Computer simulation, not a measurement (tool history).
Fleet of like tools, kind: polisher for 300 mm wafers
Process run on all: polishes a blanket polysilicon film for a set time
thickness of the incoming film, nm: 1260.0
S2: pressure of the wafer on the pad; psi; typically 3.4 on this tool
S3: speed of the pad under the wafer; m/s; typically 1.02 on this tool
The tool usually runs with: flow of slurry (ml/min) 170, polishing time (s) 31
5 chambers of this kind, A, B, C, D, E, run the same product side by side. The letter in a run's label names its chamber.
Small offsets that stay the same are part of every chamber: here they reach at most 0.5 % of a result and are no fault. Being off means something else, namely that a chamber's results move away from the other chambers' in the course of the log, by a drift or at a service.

run 1D hour=9.7 | flow_of_slurry_(ml/min)=170 S2=3.4 S3=1.02 polishing_time_(s)=31 | film_removed_(nm)=325.57
run 2A hour=20.0 | flow_of_slurry_(ml/min)=170 S2=3.4 S3=1.02 polishing_time_(s)=31 | film_removed_(nm)=323.68
-- hour=29.2 chamber D: worn pad replaced by a new one
run 3B hour=29.4 | flow_of_slurry_(ml/min)=170 S2=3.4 S3=1.02 polishing_time_(s)=31 | film_removed_(nm)=332.53
run 4E hour=37.7 | flow_of_slurry_(ml/min)=170 S2=3.4 S3=1.02 polishing_time_(s)=31 | film_removed_(nm)=326.02
-- hour=38.6 chamber E: worn pad replaced by a new one
-- hour=44.3 chamber A: worn pad replaced by a new one
-- hour=44.5 chamber B: worn pad replaced by a new one
-- hour=45.1 chamber C: worn pad replaced by a new one
run 5C hour=45.8 | flow_of_slurry_(ml/min)=170 S2=3.4 S3=1.02 polishing_time_(s)=31 | film_removed_(nm)=325.81
run 6C hour=51.9 | flow_of_slurry_(ml/min)=170 S2=3.4 S3=1.02 polishing_time_(s)=31 | film_removed_(nm)=327.82
run 7E hour=57.1 | flow_of_slurry_(ml/min)=170 S2=3.4 S3=1.02 polishing_time_(s)=31 | film_removed_(nm)=326.36
run 8A hour=62.3 | flow_of_slurry_(ml/min)=170 S2=3.4 S3=1.02 polishing_time_(s)=31 | film_removed_(nm)=326.86
run 9B hour=72.6 | flow_of_slurry_(ml/min)=170 S2=3.4 S3=1.02 polishing_time_(s)=31 | film_removed_(nm)=324.34
run 10D hour=81.3 | flow_of_slurry_(ml/min)=170 S2=3.4 S3=1.02 polishing_time_(s)=31 | film_removed_(nm)=332.03
run 11A hour=90.1 | flow_of_slurry_(ml/min)=170 S2=3.4 S3=1.02 polishing_time_(s)=31 | film_removed_(nm)=324.21
-- hour=90.3 chamber A: slurry nozzle cleaned
run 12E hour=95.7 | flow_of_slurry_(ml/min)=170 S2=3.4 S3=1.02 polishing_time_(s)=31 | film_removed_(nm)=323.79
-- hour=96.6 chamber B: worn pad replaced by a new one
-- hour=97.3 chamber E: head pressure recalibrated
-- hour=99.4 chamber E: worn pad replaced by a new one
run 13D hour=100.3 | flow_of_slurry_(ml/min)=170 S2=3.4 S3=1.02 polishing_time_(s)=31 | film_removed_(nm)=326.80
run 14C hour=107.9 | flow_of_slurry_(ml/min)=170 S2=3.4 S3=1.02 polishing_time_(s)=31 | film_removed_(nm)=328.13
-- hour=112.9 chamber A: worn pad replaced by a new one
run 15B hour=114.2 | flow_of_slurry_(ml/min)=170 S2=3.4 S3=1.02 polishing_time_(s)=31 | film_removed_(nm)=327.09
-- hour=115.7 chamber C: worn pad replaced by a new one
-- hour=116.2 chamber D: worn pad replaced by a new one
run 16A hour=120.7 | flow_of_slurry_(ml/min)=170 S2=3.4 S3=1.02 polishing_time_(s)=31 | film_removed_(nm)=323.11
run 17C hour=125.4 | flow_of_slurry_(ml/min)=170 S2=3.4 S3=1.02 polishing_time_(s)=31 | film_removed_(nm)=328.49
-- hour=135.3 chamber E: slurry nozzle cleaned
run 18D hour=135.4 | flow_of_slurry_(ml/min)=170 S2=3.4 S3=1.02 polishing_time_(s)=31 | film_removed_(nm)=330.23
run 19E hour=143.0 | flow_of_slurry_(ml/min)=170 S2=3.4 S3=1.02 polishing_time_(s)=31 | film_removed_(nm)=296.34
run 20B hour=150.1 | flow_of_slurry_(ml/min)=170 S2=3.4 S3=1.02 polishing_time_(s)=31 | film_removed_(nm)=324.73
-- hour=153.5 chamber B: worn pad replaced by a new one
-- hour=155.0 chamber E: worn pad replaced by a new one
run 21D hour=155.2 | flow_of_slurry_(ml/min)=170 S2=3.4 S3=1.02 polishing_time_(s)=31 | film_removed_(nm)=326.73
run 22C hour=162.1 | flow_of_slurry_(ml/min)=170 S2=3.4 S3=1.02 polishing_time_(s)=31 | film_removed_(nm)=325.27
run 23B hour=170.5 | flow_of_slurry_(ml/min)=170 S2=3.4 S3=1.02 polishing_time_(s)=31 | film_removed_(nm)=323.50
-- hour=175.3 chamber C: worn pad replaced by a new one
run 24A hour=175.5 | flow_of_slurry_(ml/min)=170 S2=3.4 S3=1.02 polishing_time_(s)=31 | film_removed_(nm)=322.43
-- hour=183.2 chamber A: worn pad replaced by a new one
run 25E hour=185.5 | flow_of_slurry_(ml/min)=170 S2=3.4 S3=1.02 polishing_time_(s)=31 | film_removed_(nm)=297.09
-- hour=189.7 chamber D: worn pad replaced by a new one
run 26D hour=191.6 | flow_of_slurry_(ml/min)=170 S2=3.4 S3=1.02 polishing_time_(s)=31 | film_removed_(nm)=327.80
run 27C hour=199.6 | flow_of_slurry_(ml/min)=170 S2=3.4 S3=1.02 polishing_time_(s)=31 | film_removed_(nm)=328.33
run 28E hour=205.2 | flow_of_slurry_(ml/min)=170 S2=3.4 S3=1.02 polishing_time_(s)=31 | film_removed_(nm)=299.72
-- hour=207.2 chamber E: worn pad replaced by a new one
run 29B hour=209.8 | flow_of_slurry_(ml/min)=170 S2=3.4 S3=1.02 polishing_time_(s)=31 | film_removed_(nm)=322.47
-- hour=214.5 chamber B: worn pad replaced by a new one
run 30A hour=219.9 | flow_of_slurry_(ml/min)=170 S2=3.4 S3=1.02 polishing_time_(s)=31 | film_removed_(nm)=333.58
run 31A hour=226.1 | flow_of_slurry_(ml/min)=170 S2=3.4 S3=1.02 polishing_time_(s)=31 | film_removed_(nm)=326.01
-- hour=234.1 chamber C: worn pad replaced by a new one
run 32B hour=236.4 | flow_of_slurry_(ml/min)=170 S2=3.4 S3=1.02 polishing_time_(s)=31 | film_removed_(nm)=325.54
run 33C hour=241.3 | flow_of_slurry_(ml/min)=170 S2=3.4 S3=1.02 polishing_time_(s)=31 | film_removed_(nm)=328.99
-- hour=245.8 chamber A: worn pad replaced by a new one
run 34E hour=251.7 | flow_of_slurry_(ml/min)=170 S2=3.4 S3=1.02 polishing_time_(s)=31 | film_removed_(nm)=292.09
run 35D hour=260.3 | flow_of_slurry_(ml/min)=170 S2=3.4 S3=1.02 polishing_time_(s)=31 | film_removed_(nm)=325.40
run 36A hour=267.2 | flow_of_slurry_(ml/min)=170 S2=3.4 S3=1.02 polishing_time_(s)=31 | film_removed_(nm)=322.45
-- hour=272.5 chamber B: worn pad replaced by a new one
run 37B hour=276.2 | flow_of_slurry_(ml/min)=170 S2=3.4 S3=1.02 polishing_time_(s)=31 | film_removed_(nm)=324.30
-- hour=278.5 chamber D: worn pad replaced by a new one
run 38D hour=286.4 | flow_of_slurry_(ml/min)=170 S2=3.4 S3=1.02 polishing_time_(s)=31 | film_removed_(nm)=325.96

Read the log: is a single chamber off, either drifting away or since a service, is the gauge that measures every chamber drifting, or is nothing wrong beyond small per-chamber offsets? Name any odd chamber and what most likely caused it.

A service left chamber E off against the others.
Most likely cause: head's pressure below its setpoint, % = 8.91.

Here are 4 candidates for chamber E's next run, each the usual settings with a change, their results left as question marks. Which one brings its results back in line with what the others give on the usual settings?
Counts as in line when no further than this from what the other chambers average on the usual settings: film removed (nm) 10.00
run 39E-1 hour=293.9 | flow_of_slurry_(ml/min)=170 S2=3.3 S3=1.02 polishing_time_(s)=31 | film_removed_(nm)=?
run 39E-2 hour=293.9 | flow_of_slurry_(ml/min)=170 S2=3.2 S3=0.98 polishing_time_(s)=31 | film_removed_(nm)=?
run 39E-3 hour=293.9 | flow_of_slurry_(ml/min)=210 S2=3.4 S3=1.02 polishing_time_(s)=31 | film_removed_(nm)=?
run 39E-4 hour=293.9 | flow_of_slurry_(ml/min)=170 S2=3.6 S3=1.06 polishing_time_(s)=31 | film_removed_(nm)=?

What the other chambers average on the usual settings: film removed (nm) 326.80
run=39E-1 film_removed_(nm)=285.81
run=39E-2 film_removed_(nm)=266.27
run=39E-3 film_removed_(nm)=303.42
run=39E-4 film_removed_(nm)=323.90
39E-4 brings the chamber back in line.

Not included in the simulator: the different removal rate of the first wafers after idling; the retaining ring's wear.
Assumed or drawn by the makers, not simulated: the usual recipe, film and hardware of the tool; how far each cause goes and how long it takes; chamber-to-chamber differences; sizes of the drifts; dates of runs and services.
